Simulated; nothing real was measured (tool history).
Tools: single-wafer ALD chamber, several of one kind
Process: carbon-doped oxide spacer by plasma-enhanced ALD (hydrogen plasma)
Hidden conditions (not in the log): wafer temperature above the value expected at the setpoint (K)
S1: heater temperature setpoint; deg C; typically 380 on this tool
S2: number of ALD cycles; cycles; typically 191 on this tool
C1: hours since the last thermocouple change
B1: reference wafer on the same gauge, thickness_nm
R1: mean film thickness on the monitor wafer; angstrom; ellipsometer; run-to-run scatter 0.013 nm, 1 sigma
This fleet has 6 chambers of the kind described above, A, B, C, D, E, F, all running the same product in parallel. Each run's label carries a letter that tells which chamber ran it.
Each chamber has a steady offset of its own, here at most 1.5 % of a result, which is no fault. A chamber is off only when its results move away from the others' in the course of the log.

run   hour   S1   S2      C1      B1      R1
 1B   15.2  380  191  1316.3  8.4986  95.486
 2F   23.6  380  191  1197.1  8.4989  96.141
 3D   33.9  380  191  1811.7  8.4977  95.112
 4A   42.2  380  191   598.5  8.4962  95.519
 5E   49.3  390  191   980.6  8.4969  95.847
 6C   60.1  390  191  1841.7  8.4921  94.068
 7E   71.3  390  191  1002.6  8.4927  95.716
 8C   80.6  390  191  1862.2  8.4926   93.95
 9B   95.9  390  191    1397  8.4908  95.259
10F  105.5  390  191    1279  8.4915  96.139
11A  114.7  380  191     671   8.487  95.523
12D  127.1  380  191  1904.9  8.4889  95.113
13C  142.5  380  191  1924.1  8.4866  93.935
14F  157.2  380  191  1330.7  8.4853  95.946
15E  168.1  380  191  1099.4  8.4849  95.687
16B  182.3  380  191  1483.4  8.4811  95.309
17D  194.8  380  191  1972.6  8.4812    94.9
18A  209.1  380  191   765.4   8.476  95.395
19D  222.6  380  191  2000.4  8.4781  94.728
20C  233.3  370  203  2014.9  8.4769  99.557
21B  244.4  370  203  1545.5  8.4757  101.57
22A  257.7  370  203     814  8.4725  101.52
23E  268.1  370  203  1199.4  8.4699  101.52
24F  275.9  370  203  1449.4  8.4742  102.01
25A  285.3  370  203   841.6  8.4716  101.26
26B  292.8  380  191  1593.9  8.4715  95.202
27C  303.6  380  164  2085.2  8.4705  80.618
28E  315.5  380  164  1246.8  8.4675  81.859
29F  327.9  380  164  1501.4  8.4643  82.139
30D  341.8  380  164  2119.6  8.4626  81.165
31E    354  380  164  1285.3  8.4667  81.843
32D  361.7  380  164  2139.5  8.4639  81.401
33F  375.9  369  159  1549.4  8.4618  79.649
34C    390  369  159  2171.6  8.4623  78.035
35B  402.2  369  159  1703.3  8.4579  79.014
36A  414.2  369  159   970.5   8.456  79.245
37B  423.1  369  159  1724.2  8.4554  79.189
38F    435  369  159  1608.5  8.4544  79.572
39E  449.4  380  191  1380.7  8.4564  95.317
40A  457.3  380  191  1013.6  8.4556  95.297

The same settings go to every chamber for the next run, one line per chamber below. Forecast the results for each:
41A  468.9  380  211           ?
41B  468.9  380  211           ?
41C  468.9  380  211           ?
41D  468.9  380  211           ?
41E  468.9  380  211           ?
41F  468.9  380  211           ?

run      R1
41A  105.15
41B  105.16
41C  103.47
41D  104.49
41E  105.18
41F  105.33

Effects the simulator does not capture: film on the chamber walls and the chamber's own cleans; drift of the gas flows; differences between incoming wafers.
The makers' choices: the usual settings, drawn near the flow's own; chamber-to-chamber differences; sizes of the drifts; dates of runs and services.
